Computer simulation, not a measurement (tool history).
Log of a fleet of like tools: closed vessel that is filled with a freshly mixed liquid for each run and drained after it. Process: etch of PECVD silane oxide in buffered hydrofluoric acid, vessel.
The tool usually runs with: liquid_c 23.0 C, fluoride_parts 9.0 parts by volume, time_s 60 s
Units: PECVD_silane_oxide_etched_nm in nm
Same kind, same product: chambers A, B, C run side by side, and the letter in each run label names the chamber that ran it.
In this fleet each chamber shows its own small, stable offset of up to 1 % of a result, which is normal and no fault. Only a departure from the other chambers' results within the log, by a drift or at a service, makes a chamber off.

run,hour,liquid_c,fluoride_parts,time_s,hours since the thermometer was replaced,hours since the hydrofluoric acid flow meter was replaced,"read-back film thickness of the PECVD silane oxide reference wafer, read on the same gauge (nm)",PECVD_silane_oxide_etched_nm
1C,3.5,23.0,9.0,60,312.2,197.3,100.020,128.460
2A,7.7,23.0,9.0,60,1265.6,203.1,100.010,127.100
3B,11.2,23.0,9.0,60,2540.4,600.9,100.010,128.310
4B,16.0,23.0,9.0,60,2545.2,605.7,99.999,127.490
5A,19.9,23.0,9.0,60,1277.8,215.3,100.010,127.820
6C,23.4,23.0,9.0,60,332.1,217.2,100.040,128.600
7C,25.6,23.0,9.0,60,334.3,219.4,100.010,128.540
8B,27.9,23.0,9.0,60,2557.1,617.6,99.992,128.230
9A,32.9,23.0,9.0,60,1290.8,228.3,99.997,126.100
10A,37.5,23.0,9.0,60,1295.4,232.9,99.970,126.720
11B,40.6,23.0,9.0,60,2569.8,630.3,99.992,128.020
# hour 42.3: chamber B: thermometer replaced
12C,44.8,23.0,9.0,60,353.5,238.6,99.996,126.920
13B,48.8,23.0,9.0,60,6.6,638.5,100.010,127.480
14C,53.8,23.0,9.0,60,362.5,247.6,100.010,125.950
15A,57.3,27.5,9.0,80,1315.2,252.7,99.988,213.530
16B,61.1,27.5,9.0,80,18.9,650.8,100.030,216.810
17A,65.9,27.5,9.0,80,1323.8,261.3,99.984,213.730
18C,69.4,23.0,9.0,60,378.1,263.2,100.010,124.590
19B,72.3,23.0,9.0,60,30.1,662.0,100.010,127.920
20C,76.4,23.0,9.0,60,385.1,270.2,100.010,124.150
21A,79.3,23.0,6.5,95,1337.2,274.7,100.040,281.220
22C,83.6,23.0,6.5,95,392.3,277.4,99.966,270.910
23B,86.3,23.0,6.5,95,44.1,676.0,99.982,283.350
24A,90.9,19.0,9.0,35,1348.8,286.3,100.000,59.533
25B,95.8,19.0,9.0,35,53.6,685.5,99.999,59.745
26C,98.4,19.0,9.0,35,407.1,292.2,99.987,57.347
27A,102.9,23.0,9.0,60,1360.8,298.3,99.993,125.420
28B,105.6,21.0,9.0,90,63.4,695.3,100.000,172.480
29A,109.4,21.0,9.0,90,1367.3,304.8,99.993,170.190
30C,112.2,21.0,9.0,90,420.9,306.0,99.989,162.590
31A,115.6,27.0,12.5,60,1373.5,311.0,99.994,118.150
32B,119.1,27.0,12.5,60,76.9,708.8,100.010,119.710

Predict what each chamber gives when all 3 of them run the settings below next.
33A,122.7,21.0,9.0,60,,,,?
33B,122.7,21.0,9.0,60,,,,?
33C,122.7,21.0,9.0,60,,,,?

run,PECVD_silane_oxide_etched_nm
33A,114.130
33B,114.830
33C,108.540
